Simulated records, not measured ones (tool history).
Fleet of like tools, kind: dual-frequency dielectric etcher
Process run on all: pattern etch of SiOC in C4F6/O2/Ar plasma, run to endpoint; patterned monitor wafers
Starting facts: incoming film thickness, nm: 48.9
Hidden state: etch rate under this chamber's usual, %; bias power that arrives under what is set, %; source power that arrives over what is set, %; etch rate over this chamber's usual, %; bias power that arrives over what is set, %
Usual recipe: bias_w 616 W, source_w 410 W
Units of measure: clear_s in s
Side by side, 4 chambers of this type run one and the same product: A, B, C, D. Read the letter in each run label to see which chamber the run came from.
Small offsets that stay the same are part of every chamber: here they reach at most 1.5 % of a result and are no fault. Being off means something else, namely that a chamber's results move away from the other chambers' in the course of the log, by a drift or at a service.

run	hour	bias_w	source_w	hours since the last wet clean	hours since the last bias power generator calibration	hours since the last source power generator calibration	clear_s
1D	15.3	616	410	433.5	792.6	2665.2	14.873
# hour 16.2: chamber C: wet clean of the chamber
2A	29.5	616	410	183.8	2835.7	3404.7	15.173
3B	41.1	616	410	287.9	1911.9	219.8	15.017
4C	50.7	616	410	34.5	2609.1	329.9	15.172
5C	64.4	743	330	48.2	2622.8	343.6	15.164
6A	73.8	743	330	228.1	2880	3449	15.211
7B	83.8	743	330	330.6	1954.6	262.5	15.149
8D	93.7	743	330	511.9	871	2743.6	15.066
9D	105.7	537	350	523.9	883	2755.6	16.637
# hour 111.6: chamber D: wet clean of the chamber
10A	114	537	350	268.3	2920.2	3489.2	16.945
11B	121	537	350	367.8	1991.8	299.7	16.798
12C	135.4	537	350	119.2	2693.8	414.6	16.978
13C	148.2	616	410	132	2706.6	427.4	15.186
14B	155.8	616	410	402.6	2026.6	334.5	15.025
# hour 162: chamber B: wet clean of the chamber
15A	168.7	616	410	323	2974.9	3543.9	15.266
16D	177.9	564	350	66.4	955.2	2827.8	16.305
17B	192.2	564	350	30.2	2063	370.9	16.491
18C	200.5	564	350	184.3	2758.9	479.7	16.588
19D	210.8	564	350	99.3	988.1	2860.7	16.268
20A	224.5	616	410	378.8	3030.7	3599.7	15.408
21C	238.3	616	410	222.1	2796.7	517.5	15.068
22A	249.5	616	410	403.8	3055.7	3624.7	15.516
23B	260.5	545	340	98.5	2131.3	439.2	16.986
24D	268.3	545	340	156.8	1045.6	2918.2	16.625
25B	280.5	545	340	118.5	2151.3	459.2	16.858
26C	294	545	340	277.8	2852.4	573.2	16.993
27A	304.1	616	410	458.4	3110.3	3679.3	15.66
28D	319.8	616	410	208.3	1097.1	2969.7	14.945

Each of the 4 chambers runs these same settings next. Fill in every chamber's results:
29A	331.3	616	410				?
29B	331.3	616	410				?
29C	331.3	616	410				?
29D	331.3	616	410				?

run	clear_s
29A	15.794
29B	14.984
29C	15.173
29D	14.84
